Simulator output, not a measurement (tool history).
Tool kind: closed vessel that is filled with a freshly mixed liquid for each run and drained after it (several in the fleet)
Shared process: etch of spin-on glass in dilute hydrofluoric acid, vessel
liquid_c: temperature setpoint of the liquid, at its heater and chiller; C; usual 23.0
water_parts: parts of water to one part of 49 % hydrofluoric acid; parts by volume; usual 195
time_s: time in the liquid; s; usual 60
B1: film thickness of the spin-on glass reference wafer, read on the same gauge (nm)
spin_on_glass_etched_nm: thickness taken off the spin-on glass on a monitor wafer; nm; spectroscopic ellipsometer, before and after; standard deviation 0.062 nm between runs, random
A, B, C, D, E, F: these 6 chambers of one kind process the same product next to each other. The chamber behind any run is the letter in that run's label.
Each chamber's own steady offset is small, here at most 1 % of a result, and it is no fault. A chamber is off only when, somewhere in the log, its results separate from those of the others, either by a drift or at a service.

run 1C hour=4.0 | liquid_c=23.0 water_parts=195 time_s=60 | B1=130.01 | spin_on_glass_etched_nm=11.2260
run 2A hour=8.0 | liquid_c=23.0 water_parts=195 time_s=60 | B1=129.98 | spin_on_glass_etched_nm=11.4200
run 3D hour=12.2 | liquid_c=23.0 water_parts=195 time_s=60 | B1=130.00 | spin_on_glass_etched_nm=11.2760
run 4F hour=16.2 | liquid_c=23.0 water_parts=195 time_s=60 | B1=130.00 | spin_on_glass_etched_nm=11.4460
run 5E hour=19.7 | liquid_c=23.0 water_parts=195 time_s=60 | B1=130.01 | spin_on_glass_etched_nm=11.2690
run 6B hour=22.9 | liquid_c=23.0 water_parts=195 time_s=60 | B1=130.03 | spin_on_glass_etched_nm=11.2150
run 7D hour=26.5 | liquid_c=26.5 water_parts=230 time_s=60 | B1=130.01 | spin_on_glass_etched_nm=10.4880
run 8A hour=29.1 | liquid_c=26.5 water_parts=230 time_s=60 | B1=130.00 | spin_on_glass_etched_nm=10.4710
run 9F hour=32.6 | liquid_c=26.5 water_parts=230 time_s=60 | B1=130.00 | spin_on_glass_etched_nm=10.6570
run 10C hour=35.4 | liquid_c=26.5 water_parts=230 time_s=60 | B1=129.98 | spin_on_glass_etched_nm=10.4910
run 11E hour=39.3 | liquid_c=26.5 water_parts=230 time_s=60 | B1=130.00 | spin_on_glass_etched_nm=10.3630
run 12B hour=42.7 | liquid_c=26.5 water_parts=230 time_s=60 | B1=129.97 | spin_on_glass_etched_nm=10.5180
run 13F hour=47.0 | liquid_c=23.0 water_parts=195 time_s=60 | B1=130.04 | spin_on_glass_etched_nm=11.3840
run 14C hour=52.1 | liquid_c=23.0 water_parts=195 time_s=60 | B1=130.02 | spin_on_glass_etched_nm=11.1980
run 15A hour=55.0 | liquid_c=23.0 water_parts=160 time_s=85 | B1=129.97 | spin_on_glass_etched_nm=20.4770
run 16B hour=57.5 | liquid_c=23.0 water_parts=160 time_s=85 | B1=130.04 | spin_on_glass_etched_nm=20.4250
run 17D hour=62.8 | liquid_c=23.0 water_parts=160 time_s=85 | B1=130.03 | spin_on_glass_etched_nm=20.5270
run 18E hour=67.1 | liquid_c=23.0 water_parts=160 time_s=85 | B1=129.98 | spin_on_glass_etched_nm=20.3080
run 19C hour=70.6 | liquid_c=23.0 water_parts=160 time_s=85 | B1=129.99 | spin_on_glass_etched_nm=20.1010
run 20D hour=73.1 | liquid_c=23.0 water_parts=160 time_s=85 | B1=130.05 | spin_on_glass_etched_nm=20.3590
run 21F hour=78.4 | liquid_c=23.0 water_parts=195 time_s=60 | B1=130.00 | spin_on_glass_etched_nm=11.4210
run 22E hour=82.9 | liquid_c=25.5 water_parts=195 time_s=45 | B1=130.00 | spin_on_glass_etched_nm=9.2716
-- hour=85.9 chamber E: thermometer replaced
run 23A hour=88.1 | liquid_c=25.5 water_parts=195 time_s=45 | B1=130.01 | spin_on_glass_etched_nm=9.3941
-- hour=90.4 chamber A: hydrofluoric acid flow meter replaced
run 24B hour=93.1 | liquid_c=25.5 water_parts=195 time_s=45 | B1=129.98 | spin_on_glass_etched_nm=9.5436
run 25F hour=96.3 | liquid_c=25.5 water_parts=195 time_s=45 | B1=129.99 | spin_on_glass_etched_nm=9.2839
run 26A hour=100.1 | liquid_c=25.5 water_parts=195 time_s=45 | B1=129.99 | spin_on_glass_etched_nm=9.4420
run 27E hour=104.5 | liquid_c=25.5 water_parts=195 time_s=45 | B1=129.99 | spin_on_glass_etched_nm=9.2811
run 28B hour=107.6 | liquid_c=23.0 water_parts=195 time_s=60 | B1=130.02 | spin_on_glass_etched_nm=11.6770
run 29D hour=112.1 | liquid_c=23.0 water_parts=195 time_s=60 | B1=129.99 | spin_on_glass_etched_nm=11.2530
run 30C hour=117.4 | liquid_c=23.0 water_parts=195 time_s=60 | B1=130.00 | spin_on_glass_etched_nm=11.3210
run 31F hour=120.1 | liquid_c=23.0 water_parts=195 time_s=60 | B1=129.98 | spin_on_glass_etched_nm=11.3010
run 32D hour=124.7 | liquid_c=23.0 water_parts=195 time_s=60 | B1=129.99 | spin_on_glass_etched_nm=11.4160
run 33E hour=129.6 | liquid_c=23.0 water_parts=195 time_s=60 | B1=130.03 | spin_on_glass_etched_nm=11.3170
run 34B hour=132.3 | liquid_c=23.0 water_parts=195 time_s=60 | B1=129.97 | spin_on_glass_etched_nm=11.8460
run 35A hour=137.1 | liquid_c=23.0 water_parts=195 time_s=60 | B1=129.99 | spin_on_glass_etched_nm=11.3440
run 36C hour=142.0 | liquid_c=23.0 water_parts=195 time_s=60 | B1=130.00 | spin_on_glass_etched_nm=11.2020
run 37D hour=146.7 | liquid_c=23.0 water_parts=195 time_s=60 | B1=129.98 | spin_on_glass_etched_nm=11.4450
run 38F hour=151.9 | liquid_c=23.0 water_parts=195 time_s=60 | B1=129.98 | spin_on_glass_etched_nm=11.3280
run 39A hour=155.1 | liquid_c=23.0 water_parts=195 time_s=60 | B1=129.97 | spin_on_glass_etched_nm=11.2850
run 40E hour=157.6 | liquid_c=26.0 water_parts=195 time_s=60 | B1=130.02 | spin_on_glass_etched_nm=12.6040

For the next run the whole fleet of 6 chambers uses the same settings. Give each chamber's results:
run 41A hour=161.4 | liquid_c=23.0 water_parts=195 time_s=60 | spin_on_glass_etched_nm=?
run 41B hour=161.4 | liquid_c=23.0 water_parts=195 time_s=60 | spin_on_glass_etched_nm=?
run 41C hour=161.4 | liquid_c=23.0 water_parts=195 time_s=60 | spin_on_glass_etched_nm=?
run 41D hour=161.4 | liquid_c=23.0 water_parts=195 time_s=60 | spin_on_glass_etched_nm=?
run 41E hour=161.4 | liquid_c=23.0 water_parts=195 time_s=60 | spin_on_glass_etched_nm=?
run 41F hour=161.4 | liquid_c=23.0 water_parts=195 time_s=60 | spin_on_glass_etched_nm=?

run=41A spin_on_glass_etched_nm=11.4060
run=41B spin_on_glass_etched_nm=12.2090
run=41C spin_on_glass_etched_nm=11.4190
run=41D spin_on_glass_etched_nm=11.4110
run=41E spin_on_glass_etched_nm=11.2350
run=41F spin_on_glass_etched_nm=11.3970

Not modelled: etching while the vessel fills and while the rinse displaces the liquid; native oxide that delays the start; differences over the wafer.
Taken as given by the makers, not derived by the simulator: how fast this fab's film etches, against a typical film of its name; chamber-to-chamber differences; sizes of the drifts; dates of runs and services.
